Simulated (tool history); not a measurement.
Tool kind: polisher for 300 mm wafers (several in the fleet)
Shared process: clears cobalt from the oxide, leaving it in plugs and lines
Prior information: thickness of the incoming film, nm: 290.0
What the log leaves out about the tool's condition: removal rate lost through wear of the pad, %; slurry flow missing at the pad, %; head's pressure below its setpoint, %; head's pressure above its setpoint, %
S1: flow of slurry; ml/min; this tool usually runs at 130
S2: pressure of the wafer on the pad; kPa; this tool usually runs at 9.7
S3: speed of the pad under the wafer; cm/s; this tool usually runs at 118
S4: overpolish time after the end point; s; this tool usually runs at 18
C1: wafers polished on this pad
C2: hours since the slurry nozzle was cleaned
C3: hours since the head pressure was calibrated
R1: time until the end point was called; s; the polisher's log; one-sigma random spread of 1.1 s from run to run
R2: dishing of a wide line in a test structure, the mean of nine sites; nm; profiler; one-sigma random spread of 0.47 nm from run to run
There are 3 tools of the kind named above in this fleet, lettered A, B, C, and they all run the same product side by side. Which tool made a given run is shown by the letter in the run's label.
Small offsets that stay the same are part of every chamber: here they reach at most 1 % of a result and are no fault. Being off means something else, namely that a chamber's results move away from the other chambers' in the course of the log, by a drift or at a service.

run 1A day=0.421 | S1=130 S2=9.7 S3=118 S4=18 | C1=143 C2=153.3 C3=596.1 | R1=74.11 R2=35.385
run 2C day=0.7 | S1=130 S2=9.7 S3=118 S4=18 | C1=785 C2=162.6 C3=360.8 | R1=75.22 R2=34.705
-- day=1.038 chamber B: worn pad replaced by a new one
-- day=1.121 chamber C: worn pad replaced by a new one
run 3B day=1.229 | S1=130 S2=9.7 S3=118 S4=18 | C1=52 C2=311.1 C3=633.9 | R1=74.711 R2=34.335
-- day=1.45 chamber B: slurry nozzle cleaned
-- day=1.683 chamber A: worn pad replaced by a new one
run 4B day=1.817 | S1=130 S2=9.7 S3=118 S4=18 | C1=211 C2=8.8 C3=648 | R1=74.725 R2=35.517
run 5C day=2.192 | S1=90 S2=9.7 S3=118 S4=18 | C1=290 C2=198.4 C3=396.6 | R1=82.263 R2=34.386
run 6A day=2.567 | S1=90 S2=9.7 S3=118 S4=18 | C1=240 C2=204.8 C3=647.6 | R1=80.441 R2=33.434
run 7B day=2.904 | S1=90 S2=9.7 S3=118 S4=18 | C1=506 C2=34.9 C3=674.1 | R1=79.459 R2=34.071
-- day=3.35 chamber B: worn pad replaced by a new one
run 8A day=3.383 | S1=130 S2=9.7 S3=118 S4=18 | C1=461 C2=224.4 C3=667.2 | R1=73.251 R2=35.319
-- day=3.467 chamber A: worn pad replaced by a new one
run 9C day=3.688 | S1=130 S2=9.7 S3=118 S4=18 | C1=695 C2=234.3 C3=432.5 | R1=71.988 R2=34.439
-- day=3.912 chamber C: worn pad replaced by a new one
run 10C day=3.979 | S1=130 S2=9.7 S3=118 S4=18 | C1=18 C2=241.3 C3=439.5 | R1=70.973 R2=35.307
run 11B day=4.571 | S1=130 S2=9.7 S3=118 S4=18 | C1=331 C2=74.9 C3=714.1 | R1=75.035 R2=35.45
run 12A day=5.121 | S1=130 S2=9.7 S3=118 S4=18 | C1=448 C2=266.1 C3=708.9 | R1=77.868 R2=34.922
run 13A day=5.458 | S1=130 S2=9.7 S3=118 S4=18 | C1=540 C2=274.2 C3=717 | R1=79.254 R2=34.66
-- day=5.521 chamber B: worn pad replaced by a new one
-- day=5.721 chamber A: worn pad replaced by a new one
run 14C day=5.775 | S1=130 S2=9.7 S3=118 S4=18 | C1=505 C2=284.4 C3=482.6 | R1=72.392 R2=34.192
run 15B day=6.058 | S1=130 S2=9.7 S3=118 S4=18 | C1=145 C2=110.6 C3=749.8 | R1=72.28 R2=36
run 16A day=6.379 | S1=130 S2=9.7 S3=118 S4=18 | C1=178 C2=296.3 C3=739.1 | R1=78.887 R2=35.705
run 17B day=6.721 | S1=130 S2=9.7 S3=118 S4=18 | C1=325 C2=126.5 C3=765.7 | R1=71.671 R2=35.204
-- day=6.854 chamber C: worn pad replaced by a new one
run 18C day=7.146 | S1=130 S2=9.7 S3=118 S4=18 | C1=79 C2=317.3 C3=515.5 | R1=72.159 R2=36.085
run 19B day=7.529 | S1=130 S2=9.7 S3=118 S4=18 | C1=544 C2=145.9 C3=785.1 | R1=72.604 R2=35.028
-- day=7.658 chamber A: slurry nozzle cleaned
-- day=7.875 chamber A: worn pad replaced by a new one
-- day=7.904 chamber C: slurry nozzle cleaned
run 20A day=8.062 | S1=130 S2=9.7 S3=118 S4=18 | C1=51 C2=9.7 C3=779.5 | R1=79.348 R2=34.614
run 21C day=8.425 | S1=130 S2=6.2 S3=118 S4=25 | C1=426 C2=12.6 C3=546.2 | R1=109.93 R2=33.328
run 22C day=8.971 | S1=130 S2=6.2 S3=118 S4=25 | C1=574 C2=25.7 C3=559.3 | R1=110.54 R2=34.253
run 23A day=9.558 | S1=130 S2=6.2 S3=118 S4=25 | C1=457 C2=45.6 C3=815.4 | R1=128.63 R2=32.173

Next, all 3 chambers run the settings below, one line each with question marks for the results. What does each chamber give?
run 24A day=10 | S1=130 S2=9.7 S3=82 S4=18 | R1=? R2=?
run 24B day=10 | S1=130 S2=9.7 S3=82 S4=18 | R1=? R2=?
run 24C day=10 | S1=130 S2=9.7 S3=82 S4=18 | R1=? R2=?

run=24A R1=118.92 R2=27.889
run=24B R1=101.04 R2=29.615
run=24C R1=105.87 R2=29.442
